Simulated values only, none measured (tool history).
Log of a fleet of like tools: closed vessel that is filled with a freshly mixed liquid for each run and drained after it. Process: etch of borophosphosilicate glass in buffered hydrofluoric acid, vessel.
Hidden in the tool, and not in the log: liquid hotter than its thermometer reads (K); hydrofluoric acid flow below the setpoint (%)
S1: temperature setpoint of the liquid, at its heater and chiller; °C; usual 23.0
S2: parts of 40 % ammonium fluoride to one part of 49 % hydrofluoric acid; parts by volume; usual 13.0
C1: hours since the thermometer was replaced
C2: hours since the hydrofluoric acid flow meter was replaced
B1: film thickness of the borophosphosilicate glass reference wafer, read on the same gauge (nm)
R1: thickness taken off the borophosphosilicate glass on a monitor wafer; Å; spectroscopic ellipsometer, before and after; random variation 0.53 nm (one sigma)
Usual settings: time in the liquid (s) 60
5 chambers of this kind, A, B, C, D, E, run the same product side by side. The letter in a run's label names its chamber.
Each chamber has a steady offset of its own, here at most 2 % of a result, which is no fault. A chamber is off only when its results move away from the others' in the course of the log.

run 1D hour=5.2 | S1=23.0 S2=13.0 time_in_the_liquid_(s)=60 | C1=935.3 C2=1410.3 | B1=40.028 | R1=560.94
run 2A hour=8.8 | S1=23.0 S2=13.0 time_in_the_liquid_(s)=60 | C1=2281.7 C2=1153.2 | B1=40.013 | R1=555.47
run 3E hour=15.2 | S1=23.0 S2=13.0 time_in_the_liquid_(s)=60 | C1=1301.8 C2=722.9 | B1=39.977 | R1=545.36
run 4B hour=20.3 | S1=23.0 S2=13.0 time_in_the_liquid_(s)=60 | C1=638.9 C2=448.8 | B1=40.026 | R1=558.76
run 5C hour=27.4 | S1=23.0 S2=13.0 time_in_the_liquid_(s)=60 | C1=533.8 C2=857.9 | B1=39.991 | R1=552.56
run 6B hour=34.5 | S1=23.0 S2=15.5 time_in_the_liquid_(s)=60 | C1=653.1 C2=463.0 | B1=39.977 | R1=468.11
run 7A hour=40.4 | S1=23.0 S2=15.5 time_in_the_liquid_(s)=60 | C1=2313.3 C2=1184.8 | B1=40.001 | R1=467.84
run 8C hour=44.3 | S1=23.0 S2=15.5 time_in_the_liquid_(s)=60 | C1=550.7 C2=874.8 | B1=40.021 | R1=459.77
run 9D hour=50.2 | S1=23.0 S2=15.5 time_in_the_liquid_(s)=60 | C1=980.3 C2=1455.3 | B1=39.949 | R1=468.09
run 10E hour=57.2 | S1=23.0 S2=15.5 time_in_the_liquid_(s)=60 | C1=1343.8 C2=764.9 | B1=39.998 | R1=457.91
run 11E hour=61.2 | S1=23.0 S2=13.0 time_in_the_liquid_(s)=60 | C1=1347.8 C2=768.9 | B1=39.986 | R1=549.30
run 12A hour=66.1 | S1=23.0 S2=13.0 time_in_the_liquid_(s)=60 | C1=2339.0 C2=1210.5 | B1=39.992 | R1=559.02
run 13C hour=69.8 | S1=23.0 S2=13.0 time_in_the_liquid_(s)=60 | C1=576.2 C2=900.3 | B1=40.022 | R1=549.44
run 14D hour=75.2 | S1=23.0 S2=13.0 time_in_the_liquid_(s)=60 | C1=1005.3 C2=1480.3 | B1=39.993 | R1=561.61
run 15B hour=82.2 | S1=25.5 S2=13.0 time_in_the_liquid_(s)=50 | C1=700.8 C2=510.7 | B1=39.979 | R1=526.68
run 16D hour=86.6 | S1=25.5 S2=13.0 time_in_the_liquid_(s)=50 | C1=1016.7 C2=1491.7 | B1=40.015 | R1=530.41
run 17C hour=92.2 | S1=25.5 S2=13.0 time_in_the_liquid_(s)=50 | C1=598.6 C2=922.7 | B1=40.021 | R1=519.63
run 18A hour=99.0 | S1=25.5 S2=13.0 time_in_the_liquid_(s)=50 | C1=2371.9 C2=1243.4 | B1=39.996 | R1=539.07
run 19E hour=102.2 | S1=25.5 S2=13.0 time_in_the_liquid_(s)=50 | C1=1388.8 C2=809.9 | B1=40.027 | R1=527.32
run 20B hour=106.5 | S1=23.0 S2=13.0 time_in_the_liquid_(s)=60 | C1=725.1 C2=535.0 | B1=40.005 | R1=564.21
run 21A hour=109.8 | S1=23.0 S2=13.0 time_in_the_liquid_(s)=60 | C1=2382.7 C2=1254.2 | B1=40.009 | R1=564.64
run 22E hour=117.0 | S1=23.0 S2=13.0 time_in_the_liquid_(s)=60 | C1=1403.6 C2=824.7 | B1=40.035 | R1=555.09
run 23C hour=124.0 | S1=23.0 S2=13.0 time_in_the_liquid_(s)=60 | C1=630.4 C2=954.5 | B1=39.986 | R1=535.92
run 24B hour=127.2 | S1=23.0 S2=13.0 time_in_the_liquid_(s)=60 | C1=745.8 C2=555.7 | B1=40.001 | R1=569.93
run 25D hour=134.4 | S1=23.0 S2=13.0 time_in_the_liquid_(s)=60 | C1=1064.5 C2=1539.5 | B1=39.988 | R1=567.04
run 26B hour=140.8 | S1=23.0 S2=13.0 time_in_the_liquid_(s)=60 | C1=759.4 C2=569.3 | B1=39.966 | R1=563.68
run 27C hour=146.0 | S1=23.0 S2=13.0 time_in_the_liquid_(s)=60 | C1=652.4 C2=976.5 | B1=39.991 | R1=535.68
run 28E hour=150.7 | S1=23.0 S2=13.0 time_in_the_liquid_(s)=60 | C1=1437.3 C2=858.4 | B1=39.994 | R1=547.26
run 29A hour=155.2 | S1=23.0 S2=13.0 time_in_the_liquid_(s)=85 | C1=2428.1 C2=1299.6 | B1=39.955 | R1=816.80
run 30D hour=159.2 | S1=23.0 S2=13.0 time_in_the_liquid_(s)=85 | C1=1089.3 C2=1564.3 | B1=40.020 | R1=795.73
run 31D hour=163.7 | S1=23.0 S2=13.0 time_in_the_liquid_(s)=85 | C1=1093.8 C2=1568.8 | B1=39.996 | R1=799.32
run 32C hour=169.1 | S1=23.0 S2=13.0 time_in_the_liquid_(s)=85 | C1=675.5 C2=999.6 | B1=40.021 | R1=731.65
run 33B hour=172.6 | S1=23.0 S2=13.0 time_in_the_liquid_(s)=85 | C1=791.2 C2=601.1 | B1=40.010 | R1=793.14
run 34A hour=179.8 | S1=23.0 S2=13.0 time_in_the_liquid_(s)=60 | C1=2452.7 C2=1324.2 | B1=39.996 | R1=573.31
run 35E hour=185.5 | S1=23.0 S2=13.0 time_in_the_liquid_(s)=60 | C1=1472.1 C2=893.2 | B1=40.046 | R1=550.72
run 36B hour=189.4 | S1=23.0 S2=13.0 time_in_the_liquid_(s)=60 | C1=808.0 C2=617.9 | B1=40.021 | R1=554.30
run 37C hour=194.6 | S1=23.0 S2=13.0 time_in_the_liquid_(s)=60 | C1=701.0 C2=1025.1 | B1=40.001 | R1=503.17
run 38A hour=201.4 | S1=23.0 S2=13.0 time_in_the_liquid_(s)=60 | C1=2474.3 C2=1345.8 | B1=40.049 | R1=571.06
run 39E hour=207.5 | S1=23.0 S2=13.0 time_in_the_liquid_(s)=60 | C1=1494.1 C2=915.2 | B1=40.040 | R1=550.95
run 40D hour=214.1 | S1=23.0 S2=13.0 time_in_the_liquid_(s)=60 | C1=1144.2 C2=1619.2 | B1=40.007 | R1=565.46
run 41B hour=218.1 | S1=23.0 S2=13.0 time_in_the_liquid_(s)=60 | C1=836.7 C2=646.6 | B1=40.008 | R1=559.12
run 42C hour=223.7 | S1=23.0 S2=13.0 time_in_the_liquid_(s)=60 | C1=730.1 C2=1054.2 | B1=39.997 | R1=504.65
run 43A hour=227.4 | S1=23.0 S2=13.0 time_in_the_liquid_(s)=60 | C1=2500.3 C2=1371.8 | B1=39.983 | R1=563.25
run 44E hour=233.4 | S1=23.0 S2=13.0 time_in_the_liquid_(s)=60 | C1=1520.0 C2=941.1 | B1=39.978 | R1=549.97

What goes on in this fleet: one chamber off, a drifting gauge, or nothing beyond the chambers' own small offsets? Name the chamber and the cause, if any.

Chamber C drifts away from the others.
Cause: hydrofluoric acid flow below the setpoint (%) = 10.3.
The log may not tell that from: liquid colder than its thermometer reads (K).

Here are 4 candidates for chamber C's next run, each the usual settings with a change, their results left as question marks. Which one brings its results back in line with what the others give on the usual settings?
In line means no further than this from the other chambers' mean on the usual settings: R1 19.00 Å
run 45C-1 hour=238.6 | S1=23.0 S2=12.5 time_in_the_liquid_(s)=60 | R1=?
run 45C-2 hour=238.6 | S1=22.0 S2=14.0 time_in_the_liquid_(s)=60 | R1=?
run 45C-3 hour=238.6 | S1=23.0 S2=12.5 time_in_the_liquid_(s)=65 | R1=?
run 45C-4 hour=238.6 | S1=23.0 S2=13.5 time_in_the_liquid_(s)=60 | R1=?

The other chambers' mean on the usual settings: R1 558.31 Å
run=45C-1 R1=516.38
run=45C-2 R1=436.48
run=45C-3 R1=559.41
run=45C-4 R1=478.07
45C-3 brings the chamber back in line.

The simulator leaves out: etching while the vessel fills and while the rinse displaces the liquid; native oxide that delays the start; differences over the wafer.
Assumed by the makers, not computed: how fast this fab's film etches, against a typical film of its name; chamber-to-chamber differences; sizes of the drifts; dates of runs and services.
